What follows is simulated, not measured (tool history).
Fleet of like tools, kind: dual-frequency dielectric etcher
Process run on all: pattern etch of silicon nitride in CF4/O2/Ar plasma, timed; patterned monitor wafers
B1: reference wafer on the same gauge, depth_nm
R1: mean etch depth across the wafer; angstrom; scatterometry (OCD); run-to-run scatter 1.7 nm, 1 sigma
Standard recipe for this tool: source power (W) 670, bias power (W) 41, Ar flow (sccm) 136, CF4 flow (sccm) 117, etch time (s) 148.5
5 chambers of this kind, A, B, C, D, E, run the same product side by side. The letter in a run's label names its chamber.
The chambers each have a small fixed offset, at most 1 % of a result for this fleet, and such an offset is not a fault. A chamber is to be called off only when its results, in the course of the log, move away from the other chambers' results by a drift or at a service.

run 1B hour=3.7 | source_power_(W)=670 bias_power_(W)=41 Ar_flow_(sccm)=136 CF4_flow_(sccm)=117 etch_time_(s)=148.5 | B1=363.18 | R1=3334.3
-- hour=4.1 chamber A: wet clean of the chamber
run 2C hour=7.8 | source_power_(W)=670 bias_power_(W)=41 Ar_flow_(sccm)=136 CF4_flow_(sccm)=117 etch_time_(s)=148.5 | B1=363.11 | R1=3322.4
run 3A hour=15.1 | source_power_(W)=670 bias_power_(W)=41 Ar_flow_(sccm)=136 CF4_flow_(sccm)=117 etch_time_(s)=148.5 | B1=362.72 | R1=3309.4
run 4E hour=22 | source_power_(W)=670 bias_power_(W)=41 Ar_flow_(sccm)=136 CF4_flow_(sccm)=117 etch_time_(s)=148.5 | B1=362.81 | R1=3305.8
-- hour=24.7 chamber A: Ar flow controller replaced
run 5D hour=28.4 | source_power_(W)=670 bias_power_(W)=41 Ar_flow_(sccm)=136 CF4_flow_(sccm)=95 etch_time_(s)=180.5 | B1=362.98 | R1=3956.2
run 6C hour=33.2 | source_power_(W)=670 bias_power_(W)=41 Ar_flow_(sccm)=136 CF4_flow_(sccm)=95 etch_time_(s)=180.5 | B1=363.53 | R1=3885.5
run 7E hour=39.5 | source_power_(W)=670 bias_power_(W)=41 Ar_flow_(sccm)=136 CF4_flow_(sccm)=95 etch_time_(s)=180.5 | B1=362.61 | R1=3922.7
run 8A hour=44.4 | source_power_(W)=670 bias_power_(W)=41 Ar_flow_(sccm)=136 CF4_flow_(sccm)=95 etch_time_(s)=180.5 | B1=362.71 | R1=3910.8
run 9B hour=48.2 | source_power_(W)=670 bias_power_(W)=41 Ar_flow_(sccm)=136 CF4_flow_(sccm)=95 etch_time_(s)=180.5 | B1=362.66 | R1=3906.6
run 10D hour=55.2 | source_power_(W)=670 bias_power_(W)=41 Ar_flow_(sccm)=136 CF4_flow_(sccm)=117 etch_time_(s)=148.5 | B1=363.6 | R1=3355.6
run 11B hour=61.3 | source_power_(W)=670 bias_power_(W)=41 Ar_flow_(sccm)=136 CF4_flow_(sccm)=117 etch_time_(s)=148.5 | B1=363.25 | R1=3303.7
run 12D hour=68.5 | source_power_(W)=670 bias_power_(W)=41 Ar_flow_(sccm)=136 CF4_flow_(sccm)=117 etch_time_(s)=148.5 | B1=363.16 | R1=3327.7
run 13E hour=75.4 | source_power_(W)=670 bias_power_(W)=41 Ar_flow_(sccm)=136 CF4_flow_(sccm)=117 etch_time_(s)=148.5 | B1=362.72 | R1=3304.6
run 14C hour=82.3 | source_power_(W)=670 bias_power_(W)=41 Ar_flow_(sccm)=136 CF4_flow_(sccm)=117 etch_time_(s)=148.5 | B1=363.53 | R1=3314.3
run 15A hour=86.8 | source_power_(W)=670 bias_power_(W)=41 Ar_flow_(sccm)=136 CF4_flow_(sccm)=117 etch_time_(s)=148.5 | B1=363.04 | R1=3294.9
run 16B hour=94.4 | source_power_(W)=670 bias_power_(W)=41 Ar_flow_(sccm)=136 CF4_flow_(sccm)=117 etch_time_(s)=148.5 | B1=362.85 | R1=3320.9
-- hour=96.2 chamber E: wet clean of the chamber
run 17E hour=99 | source_power_(W)=800 bias_power_(W)=41 Ar_flow_(sccm)=136 CF4_flow_(sccm)=117 etch_time_(s)=148.5 | B1=362.84 | R1=3739.9
run 18C hour=103.9 | source_power_(W)=800 bias_power_(W)=41 Ar_flow_(sccm)=136 CF4_flow_(sccm)=117 etch_time_(s)=148.5 | B1=363.11 | R1=3887
run 19D hour=110.9 | source_power_(W)=800 bias_power_(W)=41 Ar_flow_(sccm)=136 CF4_flow_(sccm)=117 etch_time_(s)=148.5 | B1=362.83 | R1=3915.2
run 20A hour=117.9 | source_power_(W)=800 bias_power_(W)=41 Ar_flow_(sccm)=136 CF4_flow_(sccm)=117 etch_time_(s)=148.5 | B1=363.15 | R1=3918.5
run 21B hour=123.3 | source_power_(W)=800 bias_power_(W)=41 Ar_flow_(sccm)=136 CF4_flow_(sccm)=117 etch_time_(s)=148.5 | B1=362.68 | R1=3905.8
run 22D hour=129.3 | source_power_(W)=670 bias_power_(W)=41 Ar_flow_(sccm)=136 CF4_flow_(sccm)=117 etch_time_(s)=148.5 | B1=363.1 | R1=3344.9
run 23E hour=134.1 | source_power_(W)=670 bias_power_(W)=41 Ar_flow_(sccm)=136 CF4_flow_(sccm)=117 etch_time_(s)=148.5 | B1=362.78 | R1=3181.8
run 24C hour=138 | source_power_(W)=670 bias_power_(W)=41 Ar_flow_(sccm)=136 CF4_flow_(sccm)=117 etch_time_(s)=148.5 | B1=363.39 | R1=3321.9
run 25A hour=141.6 | source_power_(W)=670 bias_power_(W)=41 Ar_flow_(sccm)=136 CF4_flow_(sccm)=117 etch_time_(s)=148.5 | B1=362.98 | R1=3362.4
run 26E hour=146.1 | source_power_(W)=670 bias_power_(W)=41 Ar_flow_(sccm)=136 CF4_flow_(sccm)=117 etch_time_(s)=148.5 | B1=362.84 | R1=3169
run 27A hour=151.4 | source_power_(W)=670 bias_power_(W)=41 Ar_flow_(sccm)=136 CF4_flow_(sccm)=117 etch_time_(s)=148.5 | B1=363.4 | R1=3363.1
run 28B hour=155.9 | source_power_(W)=670 bias_power_(W)=41 Ar_flow_(sccm)=136 CF4_flow_(sccm)=117 etch_time_(s)=148.5 | B1=363.05 | R1=3316.6
run 29C hour=160.7 | source_power_(W)=670 bias_power_(W)=41 Ar_flow_(sccm)=136 CF4_flow_(sccm)=117 etch_time_(s)=148.5 | B1=362.96 | R1=3341.2
run 30D hour=165.6 | source_power_(W)=670 bias_power_(W)=41 Ar_flow_(sccm)=136 CF4_flow_(sccm)=117 etch_time_(s)=148.5 | B1=362.95 | R1=3360.7
run 31B hour=172.5 | source_power_(W)=670 bias_power_(W)=41 Ar_flow_(sccm)=136 CF4_flow_(sccm)=117 etch_time_(s)=148.5 | B1=363.05 | R1=3300.9
run 32C hour=175.9 | source_power_(W)=590 bias_power_(W)=41 Ar_flow_(sccm)=136 CF4_flow_(sccm)=101 etch_time_(s)=148.5 | B1=363.27 | R1=2933.7
run 33A hour=179.8 | source_power_(W)=590 bias_power_(W)=41 Ar_flow_(sccm)=136 CF4_flow_(sccm)=101 etch_time_(s)=148.5 | B1=363.59 | R1=2947.4
run 34E hour=186.7 | source_power_(W)=590 bias_power_(W)=41 Ar_flow_(sccm)=136 CF4_flow_(sccm)=101 etch_time_(s)=148.5 | B1=363.55 | R1=2788.2
run 35D hour=190.2 | source_power_(W)=590 bias_power_(W)=41 Ar_flow_(sccm)=136 CF4_flow_(sccm)=101 etch_time_(s)=148.5 | B1=362.42 | R1=2944.5
run 36E hour=196.7 | source_power_(W)=590 bias_power_(W)=41 Ar_flow_(sccm)=136 CF4_flow_(sccm)=101 etch_time_(s)=148.5 | B1=363.05 | R1=2803
run 37A hour=203.9 | source_power_(W)=790 bias_power_(W)=41 Ar_flow_(sccm)=136 CF4_flow_(sccm)=117 etch_time_(s)=148.5 | B1=362.53 | R1=3855.7

Which is it: a chamber that has drifted or been left off by a service, a gauge drift common to all chambers, or only each chamber's usual small offset? If a chamber is off, name it and its likeliest cause.

The work done on chamber E during a service left it standing apart from the others.
What lies behind it: etch rate under this chamber's usual, % = 3.64.

Here are 4 candidates for chamber E's next run, each the usual settings with a change, their results left as question marks. Which one brings its results back in line with what the others give on the usual settings?
In line means no further than this from the other chambers' mean on the usual settings: R1 61 angstrom
run 38E-1 hour=209.4 | source_power_(W)=670 bias_power_(W)=41 Ar_flow_(sccm)=136 CF4_flow_(sccm)=117 etch_time_(s)=149 | R1=?
run 38E-2 hour=209.4 | source_power_(W)=680 bias_power_(W)=41 Ar_flow_(sccm)=136 CF4_flow_(sccm)=117 etch_time_(s)=152 | R1=?
run 38E-3 hour=209.4 | source_power_(W)=670 bias_power_(W)=41 Ar_flow_(sccm)=136 CF4_flow_(sccm)=117 etch_time_(s)=148 | R1=?
run 38E-4 hour=209.4 | source_power_(W)=650 bias_power_(W)=40 Ar_flow_(sccm)=137 CF4_flow_(sccm)=116 etch_time_(s)=148.5 | R1=?

On the usual settings, the other chambers give on average: R1 3328.1 angstrom
run=38E-1 R1=3200.1
run=38E-2 R1=3306.5
run=38E-3 R1=3178.6
run=38E-4 R1=3072.4
38E-2 is the one that brings the chamber's results back in line with the other chambers.
